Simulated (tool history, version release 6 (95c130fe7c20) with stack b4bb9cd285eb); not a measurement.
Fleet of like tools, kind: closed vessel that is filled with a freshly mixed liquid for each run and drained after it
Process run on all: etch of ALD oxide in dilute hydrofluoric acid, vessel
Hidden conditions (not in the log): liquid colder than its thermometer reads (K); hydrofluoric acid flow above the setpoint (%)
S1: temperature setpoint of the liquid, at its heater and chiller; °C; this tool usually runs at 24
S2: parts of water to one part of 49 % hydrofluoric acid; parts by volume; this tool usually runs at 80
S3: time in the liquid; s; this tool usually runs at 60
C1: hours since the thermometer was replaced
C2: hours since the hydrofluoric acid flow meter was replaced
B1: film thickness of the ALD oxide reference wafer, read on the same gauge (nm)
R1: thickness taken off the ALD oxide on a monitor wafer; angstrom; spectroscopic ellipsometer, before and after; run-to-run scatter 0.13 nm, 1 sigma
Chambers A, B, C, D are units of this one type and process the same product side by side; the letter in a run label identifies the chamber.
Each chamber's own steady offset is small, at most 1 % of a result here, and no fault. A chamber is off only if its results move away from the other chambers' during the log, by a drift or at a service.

run,hour,S1,S2,S3,C1,C2,B1,R1
1A,4.6,24,80,60,14.1,796,99.986,174.65
2C,8.3,24,80,60,378.6,458.4,100.03,174.9
3B,13.3,24,80,60,478.4,609.9,99.971,170.04
4D,18,24,80,60,452.6,1287.9,100.04,172.93
5C,22.9,24,80,60,393.2,473,99.958,173.56
6D,26.2,24,80,60,460.8,1296.1,100,173.89
7A,28.9,25.5,105,60,38.4,820.3,100.01,134.87
8B,33.9,25.5,105,60,499,630.5,99.974,133.71
9D,38.9,25.5,105,60,473.5,1308.8,99.982,136.15
10A,44.2,25.5,105,60,53.7,835.6,100,133.2
11C,47.6,24,80,60,417.9,497.7,100.05,169.22
12B,52.8,27,80,60,517.9,649.4,99.978,193.32
13C,55.6,27,80,60,425.9,505.7,100.01,195.54
14D,58.9,27,80,60,493.5,1328.8,99.951,193.24
15B,62,27,80,60,527.1,658.6,100,193.99
16A,66,24,80,60,75.5,857.4,100,174.68
17D,68.4,24,105,60,503,1338.3,100.05,122.11
18C,71.8,24,105,60,442.1,521.9,99.975,127.58
19B,75.3,24,105,60,540.4,671.9,100.01,126.56
20A,78.4,24,105,60,87.9,869.8,99.995,128.83
21A,83.5,24,80,60,93,874.9,100.02,171.98
22D,88.8,24,80,60,523.4,1358.7,99.99,166.81
23B,91.9,24,80,60,557,688.5,100,173.29
24C,96.3,26.5,80,40,466.6,546.4,100.01,127.09
25C,101.6,26.5,80,40,471.9,551.7,100.02,126.26

Next, all 4 chambers run the settings below, one line each with question marks for the results. What does each chamber give?
26A,105.5,24,80,60,,,,?
26B,105.5,24,80,60,,,,?
26C,105.5,24,80,60,,,,?
26D,105.5,24,80,60,,,,?

run,R1
26A,171.93
26B,172.8
26C,172.28
26D,161.87
